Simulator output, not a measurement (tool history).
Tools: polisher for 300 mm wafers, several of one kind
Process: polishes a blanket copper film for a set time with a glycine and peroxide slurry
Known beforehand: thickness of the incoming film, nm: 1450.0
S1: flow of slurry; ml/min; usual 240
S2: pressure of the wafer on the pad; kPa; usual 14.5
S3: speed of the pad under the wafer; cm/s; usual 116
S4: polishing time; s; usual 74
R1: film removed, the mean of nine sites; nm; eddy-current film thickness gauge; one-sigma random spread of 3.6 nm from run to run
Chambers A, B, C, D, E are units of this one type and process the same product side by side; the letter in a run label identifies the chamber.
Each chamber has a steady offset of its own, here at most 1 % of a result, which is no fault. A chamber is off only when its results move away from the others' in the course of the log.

run 1A hour=7.6 | S1=240 S2=14.5 S3=116 S4=74 | R1=438.36
run 2E hour=11.5 | S1=240 S2=14.5 S3=116 S4=74 | R1=434.37
run 3C hour=18.0 | S1=240 S2=14.5 S3=116 S4=74 | R1=434.47
run 4B hour=22.1 | S1=240 S2=14.5 S3=116 S4=74 | R1=440.92
run 5D hour=27.7 | S1=240 S2=14.5 S3=116 S4=74 | R1=435.65
run 6A hour=32.7 | S1=240 S2=14.5 S3=116 S4=74 | R1=439.38
run 7E hour=40.4 | S1=315 S2=14.5 S3=116 S4=74 | R1=443.54
run 8C hour=44.5 | S1=315 S2=14.5 S3=116 S4=74 | R1=458.11
-- hour=48.8 chamber B: worn pad replaced by a new one
-- hour=48.8 chamber A: slurry nozzle cleaned
-- hour=48.9 chamber D: slurry nozzle cleaned
run 9B hour=53.4 | S1=315 S2=14.5 S3=116 S4=74 | R1=454.30
run 10D hour=57.8 | S1=315 S2=14.5 S3=116 S4=74 | R1=447.43
run 11B hour=65.3 | S1=315 S2=14.5 S3=116 S4=74 | R1=455.35
run 12A hour=69.6 | S1=240 S2=14.5 S3=116 S4=74 | R1=437.44
run 13D hour=76.8 | S1=240 S2=14.5 S3=116 S4=74 | R1=441.05
run 14C hour=84.1 | S1=240 S2=14.5 S3=116 S4=86 | R1=510.86
run 15E hour=88.5 | S1=240 S2=14.5 S3=116 S4=86 | R1=502.84
run 16C hour=93.9 | S1=240 S2=14.5 S3=116 S4=86 | R1=511.06
-- hour=102.3 chamber D: worn pad replaced by a new one
-- hour=102.3 chamber E: worn pad replaced by a new one
run 17A hour=102.6 | S1=240 S2=14.5 S3=116 S4=86 | R1=515.51
run 18D hour=107.3 | S1=240 S2=14.5 S3=116 S4=86 | R1=502.27
run 19B hour=113.9 | S1=240 S2=14.5 S3=116 S4=74 | R1=433.08
run 20E hour=119.6 | S1=240 S2=14.5 S3=116 S4=74 | R1=431.29
run 21D hour=124.8 | S1=240 S2=14.5 S3=116 S4=74 | R1=441.17
run 22A hour=132.0 | S1=240 S2=14.5 S3=116 S4=74 | R1=436.63
run 23E hour=135.9 | S1=240 S2=14.5 S3=116 S4=74 | R1=442.07
-- hour=137.7 chamber E: slurry nozzle cleaned
run 24C hour=140.7 | S1=240 S2=14.5 S3=116 S4=74 | R1=437.02
run 25B hour=146.2 | S1=240 S2=14.5 S3=116 S4=74 | R1=438.08
run 26E hour=151.6 | S1=240 S2=14.5 S3=116 S4=74 | R1=434.10
run 27B hour=156.2 | S1=240 S2=14.5 S3=116 S4=74 | R1=439.54
run 28D hour=160.4 | S1=240 S2=14.5 S3=116 S4=74 | R1=436.89
run 29C hour=168.0 | S1=240 S2=14.5 S3=116 S4=74 | R1=438.32
-- hour=172.2 chamber C: worn pad replaced by a new one
run 30A hour=174.3 | S1=240 S2=14.5 S3=116 S4=74 | R1=441.04
-- hour=174.5 chamber A: worn pad replaced by a new one
-- hour=174.7 chamber B: worn pad replaced by a new one
run 31D hour=180.0 | S1=240 S2=14.5 S3=116 S4=74 | R1=439.67
-- hour=181.8 chamber C: head pressure recalibrated
run 32A hour=185.7 | S1=240 S2=14.5 S3=116 S4=74 | R1=442.47
run 33B hour=191.0 | S1=240 S2=14.5 S3=116 S4=74 | R1=440.96
run 34C hour=198.3 | S1=240 S2=14.5 S3=116 S4=74 | R1=441.54
run 35E hour=206.1 | S1=240 S2=14.5 S3=116 S4=74 | R1=439.08
run 36B hour=211.3 | S1=240 S2=14.5 S3=116 S4=74 | R1=439.07
run 37A hour=220.2 | S1=240 S2=14.5 S3=116 S4=74 | R1=445.74
run 38E hour=228.2 | S1=240 S2=17.9 S3=100 S4=74 | R1=462.25
-- hour=229.6 chamber E: worn pad replaced by a new one
run 39C hour=235.0 | S1=240 S2=17.9 S3=100 S4=74 | R1=458.77
run 40D hour=239.6 | S1=240 S2=17.9 S3=100 S4=74 | R1=464.55
run 41A hour=244.5 | S1=240 S2=17.9 S3=100 S4=74 | R1=466.64
run 42C hour=252.1 | S1=240 S2=17.9 S3=100 S4=74 | R1=469.15
run 43B hour=260.7 | S1=240 S2=14.5 S3=116 S4=74 | R1=434.32
run 44E hour=268.3 | S1=240 S2=14.5 S3=116 S4=74 | R1=435.69

Does one chamber stand apart from the rest, does the shared gauge drift, or is all well apart from small per-chamber offsets? Give the chamber and the most likely cause, where there is one.

No chamber is off and the gauge is stable; the differences are just each chamber's small, constant offset.
